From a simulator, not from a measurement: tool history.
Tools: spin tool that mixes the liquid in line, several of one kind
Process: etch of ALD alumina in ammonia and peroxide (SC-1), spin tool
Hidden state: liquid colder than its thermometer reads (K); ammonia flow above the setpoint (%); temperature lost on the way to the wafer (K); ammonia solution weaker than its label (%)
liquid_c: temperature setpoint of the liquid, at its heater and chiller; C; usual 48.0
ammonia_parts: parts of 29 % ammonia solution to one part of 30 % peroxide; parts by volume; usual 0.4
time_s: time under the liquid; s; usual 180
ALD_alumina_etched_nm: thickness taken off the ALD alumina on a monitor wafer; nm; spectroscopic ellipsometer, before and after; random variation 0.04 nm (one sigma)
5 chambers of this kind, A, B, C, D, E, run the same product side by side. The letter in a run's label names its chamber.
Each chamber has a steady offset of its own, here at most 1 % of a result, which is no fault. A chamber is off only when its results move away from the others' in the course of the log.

run   hour  liquid_c  ammonia_parts  time_s  hours since the thermometer was replaced  hours since the ammonia flow meter was replaced  hours since the heated supply line was repaired  hours since the drum of ammonia solution was connected  read-back film thickness of the ALD alumina reference wafer, read on the same gauge (nm)  ALD_alumina_etched_nm
       1.1  -- chamber D: new drum of ammonia solution connected
 1B    8.3      48.0            0.4     180                                     945.9                                            617.1                                            104.2                                                   792.1                                                                                    89.999                 10.355
 2D   23.0      48.0            0.4     180                                    1246.6                                           1080.2                                           1295.7                                                    21.9                                                                                    89.953                 10.339
 3C   31.5      48.0            0.4     180                                     252.8                                            209.0                                            364.4                                                   602.8                                                                                    89.968                 10.447
      33.6  -- chamber B: new drum of ammonia solution connected
      34.5  -- chamber B: thermometer replaced
 4E   45.6      48.0            0.4     180                                    1222.4                                            419.1                                            628.8                                                   383.6                                                                                    89.995                 10.344
 5A   61.6      48.0            0.4     180                                    1881.2                                            619.1                                            993.6                                                   377.8                                                                                    90.056                 10.371
 6D   77.1      48.0            0.4     180                                    1300.7                                           1134.3                                           1349.8                                                    76.0                                                                                    90.009                 10.319
      86.7  -- chamber A: heated supply line repaired
 7E   93.6      48.0            0.4     180                                    1270.4                                            467.1                                            676.8                                                   431.6                                                                                    89.975                 10.317
 8C  105.7      56.5            0.4     180                                     327.0                                            283.2                                            438.6                                                   677.0                                                                                    90.009                 16.695
 9A  119.0      56.5            0.4     180                                    1938.6                                            676.5                                             32.4                                                   435.2                                                                                    89.977                 16.528
10B  131.1      56.5            0.4     180                                      96.7                                            739.9                                            227.0                                                    97.5                                                                                    89.968                 16.611
11C  140.0      56.5            0.4     180                                     361.3                                            317.5                                            472.9                                                   711.3                                                                                    89.985                 16.761
12D  152.4      56.5            0.4     180                                    1376.0                                           1209.6                                           1425.1                                                   151.3                                                                                    89.984                 16.263
13A  165.4      53.5            0.4     180                                    1985.0                                            722.9                                             78.8                                                   481.6                                                                                    90.004                 14.037
     170.8  -- chamber E: new drum of ammonia solution connected
14E  172.7      53.5            0.4     180                                    1349.5                                            546.2                                            755.9                                                     1.9                                                                                    89.982                 13.947
     179.0  -- chamber E: ammonia flow meter replaced
15B  185.2      53.5            0.4     180                                     150.8                                            794.0                                            281.1                                                   151.6                                                                                    90.009                 14.084
16E  198.4      53.5            0.4     180                                    1375.2                                             19.5                                            781.6                                                    27.6                                                                                    89.955                 13.909
17D  213.7      53.5            0.4     180                                    1437.3                                           1270.9                                           1486.4                                                   212.6                                                                                    90.042                 13.926
     222.2  -- chamber E: thermometer replaced
18A  228.7      48.0            0.4     180                                    2048.3                                            786.2                                            142.1                                                   544.9                                                                                    90.030                 10.410
     234.1  -- chamber D: new drum of ammonia solution connected
     240.4  -- chamber A: new drum of ammonia solution connected
19B  240.4      48.0            0.4     180                                     206.0                                            849.2                                            336.3                                                   206.8                                                                                    90.007                 10.389
20C  252.7      48.0            0.3     265                                     474.0                                            430.2                                            585.6                                                   824.0                                                                                    90.019                 14.988
21E  267.0      48.0            0.3     265                                      44.9                                             88.1                                            850.2                                                    96.2                                                                                    90.000                 14.797
22C  283.6      48.0            0.3     265                                     504.9                                            461.1                                            616.5                                                   854.9                                                                                    90.013                 14.995
23B  292.4      48.0            0.3     265                                     258.0                                            901.2                                            388.3                                                   258.8                                                                                    89.962                 14.847
24D  300.9      48.0            0.3     265                                    1524.5                                           1358.1                                           1573.6                                                    66.8                                                                                    89.976                 14.872
25A  316.0      48.0            0.4     180                                    2135.6                                            873.5                                            229.4                                                    75.6                                                                                    90.041                 10.382
     318.2  -- chamber C: new drum of ammonia solution connected
26D  329.5      48.0            0.4     180                                    1553.1                                           1386.7                                           1602.2                                                    95.4                                                                                    90.018                 10.294
27E  345.3      48.0            0.4     180                                     123.2                                            166.4                                            928.5                                                   174.5                                                                                    90.011                 10.308
28A  355.2      48.0            0.4     180                                    2174.8                                            912.7                                            268.6                                                   114.8                                                                                    89.986                 10.359
29C  370.7      48.0            0.4     180                                     592.0                                            548.2                                            703.6                                                    52.6                                                                                    90.032                 10.510
30B  385.9      48.0            0.4     180                                     351.5                                            994.7                                            481.8                                                   352.3                                                                                    89.986                 10.412
31C  401.5      57.5            0.2     180                                     622.8                                            579.0                                            734.4                                                    83.4                                                                                    90.051                 16.467
32D  413.2      57.5            0.2     180                                    1636.8                                           1470.4                                           1685.9                                                   179.1                                                                                    90.011                 15.885
33B  428.9      57.5            0.2     180                                     394.5                                           1037.7                                            524.8                                                   395.3                                                                                    90.020                 16.273
     431.2  -- chamber D: new drum of ammonia solution connected
34A  445.5      57.5            0.2     180                                    2265.1                                           1003.0                                            358.9                                                   205.1                                                                                    90.059                 16.396
35E  454.8      57.5            0.2     180                                     232.7                                            275.9                                           1038.0                                                   284.0                                                                                    89.988                 16.131
36C  467.5      48.0            0.4     180                                     688.8                                            645.0                                            800.4                                                   149.4                                                                                    90.010                 10.475
37E  476.8      48.0            0.4     180                                     254.7                                            297.9                                           1060.0                                                   306.0                                                                                    89.995                 10.353
38D  491.3      48.0            0.4     180                                    1714.9                                           1548.5                                           1764.0                                                    60.2                                                                                    90.006                 10.377

What goes on in this fleet: one chamber off, a drifting gauge, or nothing beyond the chambers' own small offsets? Name the chamber and the cause, if any.

No chamber stands off beyond its own small offset, and the gauge holds steady.

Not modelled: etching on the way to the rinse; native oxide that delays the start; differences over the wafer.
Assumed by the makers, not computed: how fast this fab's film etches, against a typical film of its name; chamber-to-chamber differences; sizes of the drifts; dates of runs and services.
